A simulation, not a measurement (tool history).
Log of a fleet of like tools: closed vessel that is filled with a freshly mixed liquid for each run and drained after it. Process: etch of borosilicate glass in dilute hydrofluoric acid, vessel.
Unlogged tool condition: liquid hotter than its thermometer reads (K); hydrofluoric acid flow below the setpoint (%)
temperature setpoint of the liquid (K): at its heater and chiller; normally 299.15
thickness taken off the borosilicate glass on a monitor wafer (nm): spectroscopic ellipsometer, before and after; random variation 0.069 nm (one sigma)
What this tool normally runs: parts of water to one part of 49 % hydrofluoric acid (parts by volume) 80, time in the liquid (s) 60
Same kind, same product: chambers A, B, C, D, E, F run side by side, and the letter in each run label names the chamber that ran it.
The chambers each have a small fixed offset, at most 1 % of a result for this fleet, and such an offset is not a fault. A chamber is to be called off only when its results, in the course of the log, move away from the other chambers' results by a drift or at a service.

run,hour,temperature setpoint of the liquid (K),parts of water to one part of 49 % hydrofluoric acid (parts by volume),time in the liquid (s),hours since the thermometer was replaced,hours since the hydrofluoric acid flow meter was replaced,"read-back film thickness of the borosilicate glass reference wafer, read on the same gauge (nm)",thickness taken off the borosilicate glass on a monitor wafer (nm)
1E,7.1,299.15,80,60,931.2,922,150,19.169
2D,14.5,299.15,80,60,617.6,807.2,150.03,18.927
3A,25.6,299.15,80,60,512.9,256.9,149.98,19.056
# hour 32.7: chamber D: thermometer replaced
4C,32.9,299.15,80,60,163.1,756.1,150,19.019
5B,41.9,299.15,80,60,987.8,599.7,150,18.937
6F,47.2,294.65,80,60,152.2,847.1,150.01,16.047
7D,56.2,294.65,80,60,23.6,848.9,149.97,15.901
8A,65.8,294.65,80,60,553.1,297.1,150.02,15.978
# hour 70.4: chamber C: hydrofluoric acid flow meter replaced
9F,74.1,294.65,80,60,179.1,874,150.01,16.029
10E,82.5,294.65,80,60,1006.6,997.4,150.02,16.173
11B,88.3,294.65,80,60,1034.2,646.1,149.98,15.844
12C,94.2,299.15,80,60,224.4,23.9,149.97,18.99
13E,100.4,299.15,80,60,1024.5,1015.3,149.99,19.289
14C,108.6,299.15,80,60,238.8,38.3,150,18.832
15D,114.7,299.15,80,60,82.1,907.4,150.01,19.116
16F,126.6,299.15,80,60,231.6,926.5,150,19.084
17A,138,299.15,80,60,625.3,369.3,149.99,19.136
18B,145.3,299.15,80,30,1091.2,703.1,149.98,9.4738
19A,152.3,299.15,80,30,639.6,383.6,150,9.5086
20E,162.1,299.15,80,30,1086.2,1077,149.99,9.5896
21B,170.6,299.15,80,30,1116.5,728.4,150.02,9.4508
22D,181.7,299.15,80,30,149.1,974.4,149.99,9.5777
23C,189.1,299.15,80,30,319.3,118.8,149.99,9.5112
24F,194.8,299.15,80,60,299.8,994.7,150,19.236
# hour 203.5: chamber B: hydrofluoric acid flow meter replaced
25F,206.6,299.15,80,60,311.6,1006.5,149.99,19.32
26C,213.6,299.15,80,60,343.8,143.3,149.98,18.817
# hour 220.5: chamber E: hydrofluoric acid flow meter replaced
# hour 221.6: chamber D: hydrofluoric acid flow meter replaced
27D,224.9,299.15,80,60,192.3,3.4,150.03,18.954
# hour 232.6: chamber B: thermometer replaced
28E,235.7,299.15,80,60,1159.8,15.3,150.01,19.268
29B,242.5,299.15,80,60,9.9,39,150,19.07
30A,253.4,294.65,80,60,740.7,484.7,150,15.933
31A,261.5,294.65,80,60,748.8,492.8,149.97,16.035
32B,271.8,294.65,80,60,39.2,68.3,150.01,15.931
33C,281.9,294.65,80,60,412.1,211.6,150,15.669
34F,289.6,294.65,80,60,394.6,1089.5,149.96,15.983
35E,299.4,294.65,80,60,1223.5,79,150.01,16.048
36D,306,299.15,80,60,273.4,84.5,150,18.905
37C,317.8,299.15,80,60,448,247.5,149.99,18.9
38D,328.7,299.15,80,60,296.1,107.2,149.99,19.137
39F,334.7,299.15,80,60,439.7,1134.6,150,19.373
40B,346.2,299.15,80,60,113.6,142.7,150.01,19.076
41E,351.9,299.15,80,60,1276,131.5,150.01,19.233
42A,359,299.15,80,60,846.3,590.3,150,19.025
43A,367.7,299.15,90,60,855,599,149.98,16.788

The same settings go to every chamber for the next run, one line per chamber below. Forecast the results for each:
44A,376.3,299.15,80,60,,,,?
44B,376.3,299.15,80,60,,,,?
44C,376.3,299.15,80,60,,,,?
44D,376.3,299.15,80,60,,,,?
44E,376.3,299.15,80,60,,,,?
44F,376.3,299.15,80,60,,,,?

run,thickness taken off the borosilicate glass on a monitor wafer (nm)
44A,19.082
44B,19.049
44C,18.887
44D,19.156
44E,19.326
44F,19.315
